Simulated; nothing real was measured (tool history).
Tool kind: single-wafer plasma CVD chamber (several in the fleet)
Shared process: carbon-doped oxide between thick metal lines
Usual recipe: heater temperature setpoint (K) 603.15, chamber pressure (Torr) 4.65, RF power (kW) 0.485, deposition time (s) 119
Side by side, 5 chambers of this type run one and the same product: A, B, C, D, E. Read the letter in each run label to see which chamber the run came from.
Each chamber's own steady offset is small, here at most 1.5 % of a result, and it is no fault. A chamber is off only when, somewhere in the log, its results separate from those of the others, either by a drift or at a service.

run	hour	heater temperature setpoint (K)	chamber pressure (Torr)	RF power (kW)	deposition time (s)	read-back reference wafer on the same gauge, thickness_nm	mean film thickness on the monitor wafer (angstrom)
1C	5.3	603.15	4.65	0.485	119	687.22	6106.1
2E	9.7	603.15	4.65	0.485	119	686.79	6196.6
3A	16.8	603.15	4.65	0.485	119	686.98	6175
4D	22.4	603.15	4.65	0.485	119	687.02	6127.2
5B	31.2	603.15	4.65	0.485	119	686.92	6113.5
6D	37.2	603.15	4.65	0.485	119	686.88	6101
7A	42.7	603.15	4.65	0.485	119	687.04	6171.6
8B	50.5	603.15	4.65	0.485	119	687.08	6094.6
9C	59.1	603.15	4.65	0.485	119	687.44	6127.7
10E	64.7	603.15	4.65	0.485	119	687.04	6192.5
11B	70.6	603.15	4.65	0.485	119	686.85	6100.4
12E	77.4	603.15	4.65	0.485	119	687.08	6195.9
13C	82.7	603.15	4.65	0.485	119	687.13	6081.1
14D	89.5	603.15	4.65	0.485	119	687.08	6088.6
# hour 96.6: chamber C: RF generator calibrated
15A	98.7	603.15	4.65	0.485	119	687.03	6149.1
16B	105.5	603.15	4.65	0.485	119	686.51	6098
17E	114.3	603.15	5.38	0.485	136	686.75	7217.9
18D	119.1	603.15	5.38	0.485	136	687.12	7081.7
19A	124.6	603.15	5.38	0.485	136	687.03	7230.2
20C	130.1	603.15	5.38	0.485	136	687.04	7108.9
21A	135.2	603.15	5.38	0.485	136	687.27	7201.4
22B	142.1	603.15	4.65	0.485	119	687.17	6129.5
23C	148.5	603.15	4.65	0.485	119	686.96	6071.4
24D	153.4	603.15	4.65	0.485	119	687.31	6061.3
25E	158.2	603.15	4.65	0.485	142	687.34	7370.6
26C	167.2	603.15	4.65	0.485	142	686.91	7268.3
27A	173.6	603.15	4.65	0.485	142	686.76	7373
28E	182	603.15	4.65	0.485	142	687.15	7386.2
29D	186.9	603.15	4.65	0.485	142	687.07	7220.5
30B	195.7	603.15	4.65	0.485	119	687.43	6112.5
31D	201.4	603.15	4.65	0.485	119	686.76	6036.9
32A	206.6	603.15	4.65	0.485	119	686.82	6200.3
33C	213	603.15	4.65	0.485	119	687.11	6107.2
34B	222	603.15	4.65	0.485	119	687.36	6082.5
35E	229.8	603.15	4.65	0.485	119	687.16	6181.6
36E	235.5	603.15	4.65	0.485	119	687.09	6193.7
# hour 238.3: chamber B: capacitance manometer re-zeroed and calibrated
37C	244.1	603.15	4.65	0.485	119	686.96	6074.4
38A	253.1	603.15	4.65	0.485	119	686.89	6182
39B	260.4	603.15	5.73	0.485	119	686.85	6284.2
# hour 265.5: chamber A: thermocouple changed; heater temperature recalibrated
40D	268.7	603.15	5.73	0.485	119	687.17	6183
41C	273.4	603.15	5.73	0.485	119	687.18	6272.3
42A	282.5	603.15	5.73	0.485	119	687.19	6364.3
43E	289.6	603.15	5.73	0.485	119	686.92	6380.6
44B	294.8	603.15	4.65	0.485	119	687.08	6093.9

For the next run the whole fleet of 5 chambers uses the same settings. Give each chamber's results:
45A	301.3	603.15	4.65	0.535	119		?
45B	301.3	603.15	4.65	0.535	119		?
45C	301.3	603.15	4.65	0.535	119		?
45D	301.3	603.15	4.65	0.535	119		?
45E	301.3	603.15	4.65	0.535	119		?

run	mean film thickness on the monitor wafer (angstrom)
45A	6565.9
45B	6450.2
45C	6504.8
45D	6372.8
45E	6584.5

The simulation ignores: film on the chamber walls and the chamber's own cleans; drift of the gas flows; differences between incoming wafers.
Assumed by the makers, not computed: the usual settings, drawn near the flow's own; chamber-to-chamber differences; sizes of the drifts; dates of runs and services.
